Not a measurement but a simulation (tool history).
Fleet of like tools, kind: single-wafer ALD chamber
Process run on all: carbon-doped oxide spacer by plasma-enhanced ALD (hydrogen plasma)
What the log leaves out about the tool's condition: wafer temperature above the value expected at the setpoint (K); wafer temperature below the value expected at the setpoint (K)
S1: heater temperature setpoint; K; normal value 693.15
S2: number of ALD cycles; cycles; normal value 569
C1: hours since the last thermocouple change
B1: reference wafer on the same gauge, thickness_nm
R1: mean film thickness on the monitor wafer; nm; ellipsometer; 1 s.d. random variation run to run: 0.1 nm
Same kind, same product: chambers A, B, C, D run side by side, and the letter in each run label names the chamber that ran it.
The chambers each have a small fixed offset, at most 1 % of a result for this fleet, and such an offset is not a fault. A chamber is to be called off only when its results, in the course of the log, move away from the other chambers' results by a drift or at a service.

run 1B hour=10.2 | S1=693.15 S2=569 | C1=706.9 | B1=25.899 | R1=26.442
run 2A hour=21.3 | S1=693.15 S2=569 | C1=806.8 | B1=25.907 | R1=26.724
run 3C hour=34.4 | S1=693.15 S2=569 | C1=2332.4 | B1=25.894 | R1=27.033
run 4D hour=43.8 | S1=693.15 S2=569 | C1=1153.6 | B1=25.911 | R1=26.832
run 5A hour=53.1 | S1=693.15 S2=569 | C1=838.6 | B1=25.873 | R1=26.822
run 6D hour=60.1 | S1=693.15 S2=569 | C1=1169.9 | B1=25.905 | R1=26.591
run 7C hour=69.1 | S1=693.15 S2=569 | C1=2367.1 | B1=25.894 | R1=26.989
run 8B hour=79.1 | S1=693.15 S2=569 | C1=775.8 | B1=25.883 | R1=26.536
run 9D hour=93.5 | S1=693.15 S2=569 | C1=1203.3 | B1=25.886 | R1=26.552
run 10C hour=107 | S1=693.15 S2=569 | C1=2405 | B1=25.885 | R1=27.022
run 11A hour=121.3 | S1=693.15 S2=569 | C1=906.8 | B1=25.914 | R1=26.636
run 12B hour=129.9 | S1=693.15 S2=569 | C1=826.6 | B1=25.912 | R1=26.793
run 13D hour=144.5 | S1=693.15 S2=569 | C1=1254.3 | B1=25.872 | R1=26.504
run 14C hour=155 | S1=693.15 S2=569 | C1=2453 | B1=25.895 | R1=27.138
run 15B hour=168.2 | S1=693.15 S2=569 | C1=864.9 | B1=25.9 | R1=26.493
run 16A hour=178.4 | S1=693.15 S2=569 | C1=963.9 | B1=25.929 | R1=26.642
run 17D hour=186.3 | S1=693.15 S2=569 | C1=1296.1 | B1=25.908 | R1=26.573
run 18B hour=196.5 | S1=693.15 S2=569 | C1=893.2 | B1=25.917 | R1=26.548
run 19A hour=207.6 | S1=693.15 S2=569 | C1=993.1 | B1=25.898 | R1=26.799
run 20C hour=216.2 | S1=693.15 S2=569 | C1=2514.2 | B1=25.885 | R1=26.836
run 21D hour=230.3 | S1=693.15 S2=569 | C1=1340.1 | B1=25.92 | R1=26.725
run 22A hour=239.2 | S1=693.15 S2=569 | C1=1024.7 | B1=25.906 | R1=26.675
run 23C hour=251 | S1=693.15 S2=569 | C1=2549 | B1=25.901 | R1=27.145
run 24B hour=263.1 | S1=701.15 S2=569 | C1=959.8 | B1=25.895 | R1=25.991
run 25C hour=269.4 | S1=701.15 S2=569 | C1=2567.4 | B1=25.882 | R1=26.449
run 26D hour=284 | S1=701.15 S2=569 | C1=1393.8 | B1=25.893 | R1=25.746
run 27A hour=295.2 | S1=701.15 S2=569 | C1=1080.7 | B1=25.879 | R1=26.016
run 28B hour=305.4 | S1=693.15 S2=569 | C1=1002.1 | B1=25.882 | R1=26.581
run 29A hour=315 | S1=693.15 S2=569 | C1=1100.5 | B1=25.888 | R1=26.775

Has any chamber moved away from the others, gradually or after a service, or does the common gauge drift, or do the chambers differ only by their own small steady offsets? State the chamber and the most likely cause if one applies.

Beyond each chamber's small constant offset nothing stands out, and the gauge stays steady.
